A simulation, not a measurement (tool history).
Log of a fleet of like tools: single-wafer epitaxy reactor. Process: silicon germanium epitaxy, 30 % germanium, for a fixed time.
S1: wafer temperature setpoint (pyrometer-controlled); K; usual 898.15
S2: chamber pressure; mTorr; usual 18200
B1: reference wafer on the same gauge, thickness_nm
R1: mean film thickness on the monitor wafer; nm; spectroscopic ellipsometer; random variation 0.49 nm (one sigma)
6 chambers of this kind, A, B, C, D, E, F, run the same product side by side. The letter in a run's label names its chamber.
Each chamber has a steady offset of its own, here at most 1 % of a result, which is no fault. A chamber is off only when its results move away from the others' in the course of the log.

Run 1D, day 0.167: usual settings; B1 103.12. Result: R1 89.014 nm.
Run 2A, day 0.267: usual settings; B1 103.07. Result: R1 89.568 nm.
Run 3F, day 0.375: usual settings; B1 102.98. Result: R1 88.548 nm.
Run 4B, day 0.508: usual settings; B1 103.05. Result: R1 87.852 nm.
Run 5E, day 0.708: usual settings but S1 902.15 K; B1 103.14. Result: R1 94.917 nm.
Run 6C, day 0.933: usual settings but S1 902.15 K; B1 103.19. Result: R1 94.219 nm.
Run 7F, day 1.062: usual settings but S1 902.15 K; B1 102.97. Result: R1 93.741 nm.
Run 8C, day 1.246: usual settings but S1 902.15 K; B1 103.11. Result: R1 94.823 nm.
Run 9A, day 1.392: usual settings but S1 902.15 K; B1 103.24. Result: R1 95.605 nm.
Run 10D, day 1.588: usual settings but S1 902.15 K; B1 103.22. Result: R1 95.324 nm.
Run 11B, day 1.792: usual settings; B1 103.17. Result: R1 87.759 nm.
Run 12E, day 1.917: usual settings; B1 103.05. Result: R1 88.876 nm.
Run 13F, day 2.067: usual settings; B1 103.18. Result: R1 88.026 nm.
Run 14B, day 2.167: usual settings; B1 103.11. Result: R1 87.65 nm.
Run 15A, day 2.329: usual settings; B1 102.95. Result: R1 88.815 nm.
Run 16C, day 2.458: usual settings; B1 103.12. Result: R1 88.554 nm.
Run 17E, day 2.571: usual settings but S1 909.15 K; B1 103.23. Result: R1 107.17 nm.
Run 18D, day 2.717: usual settings but S1 909.15 K; B1 103.06. Result: R1 108.15 nm.
At day 2.875: chamber A: pyrometer calibrated.
Run 19F, day 2.888: usual settings but S1 909.15 K; B1 102.98. Result: R1 105.8 nm.
Run 20E, day 3.121: usual settings but S1 909.15 K; B1 102.92. Result: R1 106.61 nm.
Run 21D, day 3.308: usual settings but S1 909.15 K; B1 103.28. Result: R1 106.64 nm.
Run 22A, day 3.429: usual settings but S1 909.15 K; B1 103.11. Result: R1 113.82 nm.
Run 23B, day 3.638: usual settings; B1 103.22. Result: R1 88.042 nm.
Run 24C, day 3.762: usual settings; B1 103.02. Result: R1 88.544 nm.
Run 25E, day 3.992: usual settings; B1 103.04. Result: R1 89.314 nm.
Run 26A, day 4.133: usual settings but S1 887.15 K; B1 103.07. Result: R1 77.457 nm.
Run 27D, day 4.296: usual settings but S1 887.15 K; B1 103.19. Result: R1 73.147 nm.
Run 28C, day 4.438: usual settings but S1 887.15 K; B1 103.16. Result: R1 73.472 nm.
Run 29B, day 4.658: usual settings but S1 887.15 K; B1 103.14. Result: R1 72.399 nm.
Run 30F, day 4.821: usual settings but S1 887.15 K; B1 103.2. Result: R1 72.455 nm.
Run 31E, day 5.021: usual settings but S1 887.15 K; B1 103.14. Result: R1 73.699 nm.
Run 32A, day 5.146: usual settings; B1 103. Result: R1 93.706 nm.
Run 33D, day 5.342: usual settings; B1 103.19. Result: R1 89.364 nm.
Run 34C, day 5.467: usual settings; B1 103.14. Result: R1 87.731 nm.
Run 35F, day 5.625: usual settings but S1 886.15 K; B1 103.19. Result: R1 71.201 nm.
Run 36B, day 5.767: usual settings but S1 886.15 K; B1 103.2. Result: R1 71.193 nm.
Run 37A, day 5.925: usual settings but S1 886.15 K; B1 103.05. Result: R1 75.93 nm.
Run 38C, day 6.083: usual settings but S1 886.15 K; B1 103.24. Result: R1 71.693 nm.
Run 39D, day 6.292: usual settings but S1 886.15 K; B1 103.09. Result: R1 72.344 nm.
Run 40F, day 6.446: usual settings but S1 886.15 K; B1 103.09. Result: R1 71.009 nm.
Run 41E, day 6.642: usual settings; B1 103.29. Result: R1 88.354 nm.
Run 42B, day 6.762: usual settings; B1 102.9. Result: R1 88.111 nm.
Run 43E, day 6.862: usual settings; B1 103.19. Result: R1 89.036 nm.

Is one chamber off against the others, does the gauge drift, or is nothing wrong? If a chamber is off, say which, and what the likeliest cause is.

A service left chamber A off against the others.
Cause: wafer temperature above the value expected at the setpoint (K) = 2.95.

Here are 4 candidates for chamber A's next run, each the usual settings with a change, their results left as question marks. Which one brings its results back in line with what the others give on the usual settings?
In line means no further than this from the other chambers' mean on the usual settings: R1 1.7 nm
Run 44A-1, day 7.033: usual settings but S2 21000 mTorr. Result: R1 ?.
Run 44A-2, day 7.033: usual settings but S2 15400 mTorr. Result: R1 ?.
Run 44A-3, day 7.033: usual settings but S2 14000 mTorr. Result: R1 ?.
Run 44A-4, day 7.033: usual settings but S1 904.15 K, S2 18800 mTorr. Result: R1 ?.

The other chambers' mean on the usual settings: R1 88.439 nm
  run      R1
44A-1  99.495
44A-2  88.094
44A-3  84.874
44A-4  105.67
44A-2 brings the chamber back in line.
